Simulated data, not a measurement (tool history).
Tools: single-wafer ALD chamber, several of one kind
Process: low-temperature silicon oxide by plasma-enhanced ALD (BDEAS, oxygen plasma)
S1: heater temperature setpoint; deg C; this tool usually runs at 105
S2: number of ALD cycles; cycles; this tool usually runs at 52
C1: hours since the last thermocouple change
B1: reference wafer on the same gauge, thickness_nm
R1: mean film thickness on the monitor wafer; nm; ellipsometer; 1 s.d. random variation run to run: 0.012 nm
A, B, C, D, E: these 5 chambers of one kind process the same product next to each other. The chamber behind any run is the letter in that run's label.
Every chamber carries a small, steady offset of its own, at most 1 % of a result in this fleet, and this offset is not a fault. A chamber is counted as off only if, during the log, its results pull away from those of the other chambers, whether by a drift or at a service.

run   hour   S1  S2      C1      B1      R1
 1B      7  105  52  1145.7  8.4596  7.3666
 2D   18.6  105  52   341.7   8.463  7.3178
 3E   32.2  105  52  1212.2  8.4673  7.3872
 4C   42.4  105  52   227.1  8.4643  7.3816
 5A   49.2  105  52   134.1  8.4678  7.3634
 6C   57.2  105  52   241.9  8.4696  7.3745
 7D   68.2  105  52   391.3  8.4721  7.3025
 8E   75.3  105  52  1255.3   8.474  7.3816
 9B   84.4  105  43  1223.1  8.4735  6.1117
10A   93.4  105  43   178.3  8.4773  6.0972
11D  108.5  105  43   431.6  8.4812  6.0648
12C  115.8  105  43   300.5  8.4806  6.0779
13A  130.5  105  43   215.4  8.4781   6.133
14E  137.4  105  44  1317.4  8.4807  6.2535
15B  144.8  105  44  1283.5  8.4819   6.279
16D  155.4  105  44   478.5  8.4855  6.2015
17B  166.2  105  44  1304.9  8.4867  6.2906
18A  179.4  105  44   264.3  8.4884   6.267
19C  187.5  118  60   372.2  8.4888  8.3222
20E  202.5  118  60  1382.5  8.4929  8.3596
21C  215.5  118  60   400.2  8.4979  8.3547
22E  226.3  118  60  1406.3  8.4996   8.348
23B  238.5  118  60  1377.2   8.501  8.3522
       245  -- chamber E: thermocouple changed; heater temperature recalibrated
24D  249.5  105  52   572.6  8.5011  7.3683
25A  256.5  120  52   341.4  8.4996  7.2111
26C  271.1  120  52   455.8  8.5098  7.1998
27B  279.3  120  52    1418  8.5105  7.2171
28A  292.6  120  52   377.5  8.5067  7.1989
29E  301.7  120  52    56.7  8.5098  7.2384
30D  315.8  105  52   638.9   8.515  7.3471
31B  323.5  105  52  1462.2  8.5114  7.4192

All chambers now run identical settings, listed one chamber a line with results as question marks. What results will each chamber show?
32A  334.7  105  52           ?
32B  334.7  105  52           ?
32C  334.7  105  52           ?
32D  334.7  105  52           ?
32E  334.7  105  52           ?

run      R1
32A  7.4233
32B  7.4312
32C  7.4309
32D  7.3722
32E  7.4455
